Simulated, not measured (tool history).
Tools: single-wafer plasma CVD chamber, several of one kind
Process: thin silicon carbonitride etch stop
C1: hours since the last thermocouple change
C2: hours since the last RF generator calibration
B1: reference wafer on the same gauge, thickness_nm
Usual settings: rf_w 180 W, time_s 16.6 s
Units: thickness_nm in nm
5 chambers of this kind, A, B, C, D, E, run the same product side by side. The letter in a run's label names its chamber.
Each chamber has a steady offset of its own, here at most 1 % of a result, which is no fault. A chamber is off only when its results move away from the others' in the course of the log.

{"run": "1B", "hour": 5.3, "rf_w": 180, "time_s": 16.6, "C1": 1041.6, "C2": 118.4, "B1": 10.219, "thickness_nm": 9.1289}
{"hour": 8.0, "done": "chamber C: thermocouple changed; heater temperature recalibrated"}
{"run": "2C", "hour": 10.0, "rf_w": 180, "time_s": 16.6, "C1": 2, "C2": 789.9, "B1": 10.224, "thickness_nm": 9.2278}
{"run": "3D", "hour": 15.5, "rf_w": 180, "time_s": 16.6, "C1": 790.5, "C2": 2012.8, "B1": 10.224, "thickness_nm": 9.1434}
{"run": "4E", "hour": 20.1, "rf_w": 180, "time_s": 16.6, "C1": 1432.5, "C2": 138.4, "B1": 10.225, "thickness_nm": 9.2021}
{"run": "5A", "hour": 24.2, "rf_w": 180, "time_s": 16.6, "C1": 52, "C2": 1631.1, "B1": 10.227, "thickness_nm": 9.177}
{"run": "6C", "hour": 27.7, "rf_w": 180, "time_s": 16.6, "C1": 19.7, "C2": 807.6, "B1": 10.232, "thickness_nm": 9.2356}
{"run": "7B", "hour": 31.0, "rf_w": 180, "time_s": 16.6, "C1": 1067.3, "C2": 144.1, "B1": 10.228, "thickness_nm": 9.1411}
{"run": "8E", "hour": 34.3, "rf_w": 180, "time_s": 16.6, "C1": 1446.7, "C2": 152.6, "B1": 10.23, "thickness_nm": 9.2015}
{"run": "9A", "hour": 39.6, "rf_w": 180, "time_s": 16.6, "C1": 67.4, "C2": 1646.5, "B1": 10.234, "thickness_nm": 9.1831}
{"run": "10D", "hour": 42.9, "rf_w": 195, "time_s": 19.8, "C1": 817.9, "C2": 2040.2, "B1": 10.238, "thickness_nm": 11.185}
{"run": "11C", "hour": 47.6, "rf_w": 195, "time_s": 19.8, "C1": 39.6, "C2": 827.5, "B1": 10.233, "thickness_nm": 11.278}
{"run": "12A", "hour": 51.3, "rf_w": 195, "time_s": 19.8, "C1": 79.1, "C2": 1658.2, "B1": 10.237, "thickness_nm": 11.214}
{"run": "13B", "hour": 55.3, "rf_w": 195, "time_s": 19.8, "C1": 1091.6, "C2": 168.4, "B1": 10.238, "thickness_nm": 11.213}
{"run": "14D", "hour": 59.7, "rf_w": 195, "time_s": 19.8, "C1": 834.7, "C2": 2057, "B1": 10.239, "thickness_nm": 11.181}
{"run": "15E", "hour": 63.2, "rf_w": 180, "time_s": 16.6, "C1": 1475.6, "C2": 181.5, "B1": 10.241, "thickness_nm": 9.2138}
{"run": "16E", "hour": 66.3, "rf_w": 180, "time_s": 16.6, "C1": 1478.7, "C2": 184.6, "B1": 10.245, "thickness_nm": 9.1975}
{"run": "17B", "hour": 71.0, "rf_w": 180, "time_s": 16.6, "C1": 1107.3, "C2": 184.1, "B1": 10.241, "thickness_nm": 9.1386}
{"run": "18A", "hour": 74.5, "rf_w": 200, "time_s": 16.6, "C1": 102.3, "C2": 1681.4, "B1": 10.245, "thickness_nm": 9.4963}
{"run": "19D", "hour": 79.0, "rf_w": 200, "time_s": 16.6, "C1": 854, "C2": 2076.3, "B1": 10.243, "thickness_nm": 9.4531}
{"run": "20C", "hour": 83.7, "rf_w": 200, "time_s": 16.6, "C1": 75.7, "C2": 863.6, "B1": 10.245, "thickness_nm": 9.5552}
{"run": "21C", "hour": 86.9, "rf_w": 200, "time_s": 16.6, "C1": 78.9, "C2": 866.8, "B1": 10.249, "thickness_nm": 9.5562}
{"run": "22D", "hour": 91.6, "rf_w": 200, "time_s": 16.6, "C1": 866.6, "C2": 2088.9, "B1": 10.25, "thickness_nm": 9.4704}
{"run": "23A", "hour": 96.3, "rf_w": 180, "time_s": 16.6, "C1": 124.1, "C2": 1703.2, "B1": 10.252, "thickness_nm": 9.2102}
{"run": "24E", "hour": 99.9, "rf_w": 150, "time_s": 16.6, "C1": 1512.3, "C2": 218.2, "B1": 10.251, "thickness_nm": 8.7273}
{"run": "25B", "hour": 104.2, "rf_w": 150, "time_s": 16.6, "C1": 1140.5, "C2": 217.3, "B1": 10.256, "thickness_nm": 8.6677}
{"run": "26E", "hour": 109.4, "rf_w": 150, "time_s": 16.6, "C1": 1521.8, "C2": 227.7, "B1": 10.256, "thickness_nm": 8.716}
{"run": "27D", "hour": 112.4, "rf_w": 150, "time_s": 16.6, "C1": 887.4, "C2": 2109.7, "B1": 10.254, "thickness_nm": 8.6918}
{"run": "28C", "hour": 115.8, "rf_w": 150, "time_s": 16.6, "C1": 107.8, "C2": 895.7, "B1": 10.257, "thickness_nm": 8.7716}
{"run": "29A", "hour": 119.2, "rf_w": 205, "time_s": 13.4, "C1": 147, "C2": 1726.1, "B1": 10.259, "thickness_nm": 7.7144}
{"run": "30B", "hour": 124.2, "rf_w": 205, "time_s": 13.4, "C1": 1160.5, "C2": 237.3, "B1": 10.261, "thickness_nm": 7.7101}
{"run": "31D", "hour": 128.4, "rf_w": 205, "time_s": 13.4, "C1": 903.4, "C2": 2125.7, "B1": 10.262, "thickness_nm": 7.7154}
{"run": "32A", "hour": 133.9, "rf_w": 205, "time_s": 13.4, "C1": 161.7, "C2": 1740.8, "B1": 10.264, "thickness_nm": 7.7182}
{"run": "33B", "hour": 139.0, "rf_w": 205, "time_s": 13.4, "C1": 1175.3, "C2": 252.1, "B1": 10.267, "thickness_nm": 7.6968}
{"run": "34C", "hour": 141.5, "rf_w": 180, "time_s": 16.6, "C1": 133.5, "C2": 921.4, "B1": 10.268, "thickness_nm": 9.2667}
{"run": "35E", "hour": 146.3, "rf_w": 180, "time_s": 16.6, "C1": 1558.7, "C2": 264.6, "B1": 10.267, "thickness_nm": 9.2226}
{"run": "36D", "hour": 148.8, "rf_w": 180, "time_s": 19.7, "C1": 923.8, "C2": 2146.1, "B1": 10.268, "thickness_nm": 10.897}
{"run": "37C", "hour": 151.9, "rf_w": 180, "time_s": 19.7, "C1": 143.9, "C2": 931.8, "B1": 10.272, "thickness_nm": 10.996}

Next, every chamber runs the same settings. What will each give?
{"run": "38A", "hour": 155.9, "rf_w": 180, "time_s": 16.6, "thickness_nm": "?"}
{"run": "38B", "hour": 155.9, "rf_w": 180, "time_s": 16.6, "thickness_nm": "?"}
{"run": "38C", "hour": 155.9, "rf_w": 180, "time_s": 16.6, "thickness_nm": "?"}
{"run": "38D", "hour": 155.9, "rf_w": 180, "time_s": 16.6, "thickness_nm": "?"}
{"run": "38E", "hour": 155.9, "rf_w": 180, "time_s": 16.6, "thickness_nm": "?"}

run=38A thickness_nm=9.2258
run=38B thickness_nm=9.1809
run=38C thickness_nm=9.2737
run=38D thickness_nm=9.1859
run=38E thickness_nm=9.2259
